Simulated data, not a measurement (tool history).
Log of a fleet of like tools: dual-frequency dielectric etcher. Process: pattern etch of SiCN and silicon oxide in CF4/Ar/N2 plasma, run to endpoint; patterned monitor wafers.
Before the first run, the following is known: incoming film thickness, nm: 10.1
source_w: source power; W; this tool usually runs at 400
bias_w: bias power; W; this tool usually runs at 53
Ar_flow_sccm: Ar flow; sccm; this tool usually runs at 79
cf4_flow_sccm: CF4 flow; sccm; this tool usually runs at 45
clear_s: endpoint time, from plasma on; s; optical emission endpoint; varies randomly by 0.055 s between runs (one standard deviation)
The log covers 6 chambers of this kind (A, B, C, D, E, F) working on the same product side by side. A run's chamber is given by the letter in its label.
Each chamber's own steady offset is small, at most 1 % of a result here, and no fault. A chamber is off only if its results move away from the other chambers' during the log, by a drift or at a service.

run,hour,source_w,bias_w,Ar_flow_sccm,cf4_flow_sccm,hours since the last wet clean,hours since the last source power generator calibration,hours since the last bias power generator calibration,hours since the last Ar flow controller change,hours since the last CF4 flow controller change,clear_s
1D,10.2,400,53,79,45,335.7,3410.3,760.5,4465.9,1042.3,14.909
# hour 10.8: chamber A: source power generator calibrated
2F,16.6,400,53,79,45,304.8,3529.3,1869.6,1031.5,2306.8,14.840
# hour 19.9: chamber F: wet clean of the chamber
# hour 27.7: chamber A: wet clean of the chamber
3E,29.3,400,53,79,45,261.0,1308.3,1986.5,4342.5,3161.4,14.869
4C,42.0,400,53,79,45,412.7,2043.4,963.9,1102.0,3047.3,14.987
5B,49.3,400,53,79,45,130.4,1328.2,1523.0,1773.8,1342.4,14.865
6A,61.3,400,53,79,45,33.6,50.5,1290.8,3814.6,772.0,14.824
7A,70.0,400,53,79,45,42.3,59.2,1299.5,3823.3,780.7,14.688
# hour 78.7: chamber E: Ar flow controller replaced
8F,79.1,400,53,79,45,59.2,3591.8,1932.1,1094.0,2369.3,14.799
9E,86.8,400,44,79,36,318.5,1365.8,2044.0,8.1,3218.9,16.530
10B,98.6,400,44,79,36,179.7,1377.5,1572.3,1823.1,1391.7,16.496
11C,105.9,400,44,79,36,476.6,2107.3,1027.8,1165.9,3111.2,16.505
12D,118.6,400,44,79,36,444.1,3518.7,868.9,4574.3,1150.7,16.514
13F,127.9,400,44,79,36,108.0,3640.6,1980.9,1142.8,2418.1,16.460
# hour 128.5: chamber A: Ar flow controller replaced
14B,137.3,400,44,79,36,218.4,1416.2,1611.0,1861.8,1430.4,16.567
# hour 138.1: chamber C: source power generator calibrated
15D,150.8,400,53,79,45,476.3,3550.9,901.1,4606.5,1182.9,14.902
# hour 160.4: chamber D: wet clean of the chamber
16E,163.3,400,53,79,45,395.0,1442.3,2120.5,84.6,3295.4,14.973
17C,172.2,400,53,79,45,542.9,34.2,1094.1,1232.2,3177.5,14.856
18A,184.6,400,53,79,45,156.9,173.8,1414.1,56.2,895.3,14.778
19A,193.1,400,53,79,45,165.4,182.3,1422.6,64.7,903.8,14.795
20F,206.5,400,53,79,45,186.6,3719.2,2059.5,1221.4,2496.7,14.790
# hour 206.8: chamber C: wet clean of the chamber
# hour 214.4: chamber E: wet clean of the chamber
21C,220.1,400,53,79,45,13.4,82.1,1142.0,1280.1,3225.4,14.874
22E,231.0,400,46,64,45,16.7,1510.0,2188.2,152.3,3363.1,15.030
23B,240.5,400,46,64,45,321.6,1519.4,1714.2,1965.0,1533.6,15.237
24D,247.5,400,46,64,45,87.2,3647.6,997.8,4703.2,1279.6,15.063
25F,259.6,400,46,64,45,239.7,3772.3,2112.6,1274.5,2549.8,15.016
26C,268.2,400,46,64,45,61.5,130.2,1190.1,1328.2,3273.5,15.118
27A,277.5,400,46,64,45,249.8,266.7,1507.0,149.1,988.2,14.900
28D,287.8,400,53,79,45,127.5,3687.9,1038.1,4743.5,1319.9,14.928
29B,294.6,400,53,79,45,375.7,1573.5,1768.3,2019.1,1587.7,15.138
30E,306.5,400,53,79,45,92.2,1585.5,2263.7,227.8,3438.6,14.877
31E,312.3,400,53,79,45,98.0,1591.3,2269.5,233.6,3444.4,15.019
32C,324.2,400,53,79,45,117.5,186.2,1246.1,1384.2,3329.5,14.948
33A,336.4,400,53,79,45,308.7,325.6,1565.9,208.0,1047.1,14.782
34B,343.0,400,53,79,45,424.1,1621.9,1816.7,2067.5,1636.1,15.187
35D,350.8,400,53,79,45,190.5,3750.9,1101.1,4806.5,1382.9,14.896
36F,361.5,400,53,79,45,341.6,3874.2,2214.5,1376.4,2651.7,14.752
37E,373.2,400,53,79,45,158.9,1652.2,2330.4,294.5,3505.3,14.846

One chamber off, gauge drift, or nothing amiss beyond the chambers' own small offsets? If it is a chamber, which one, and what is the likeliest cause?

One chamber, B, drifts off from the rest bit by bit.
Cause: etch rate under this chamber's usual, % = 2.52.
The log may not separate it from: source power that arrives under what is set, %.

Which of the 4 candidates below, each the usual settings with something changed and its results left as question marks, puts chamber B back in line with what the other chambers give on the usual settings?
Allowed miss from the other chambers' usual-settings mean, per result, to count as in line: clear_s 0.190 s
38B-1,382.9,400,48,83,43,,,,,,?
38B-2,382.9,400,49,79,45,,,,,,?
38B-3,382.9,420,53,78,45,,,,,,?
38B-4,382.9,410,53,79,45,,,,,,?

Usual-settings mean across the other chambers: clear_s 14.868 s
run,clear_s
38B-1,16.025
38B-2,15.654
38B-3,14.595
38B-4,14.938
The answer is 38B-4, which returns the chamber to within the allowed miss of the others.
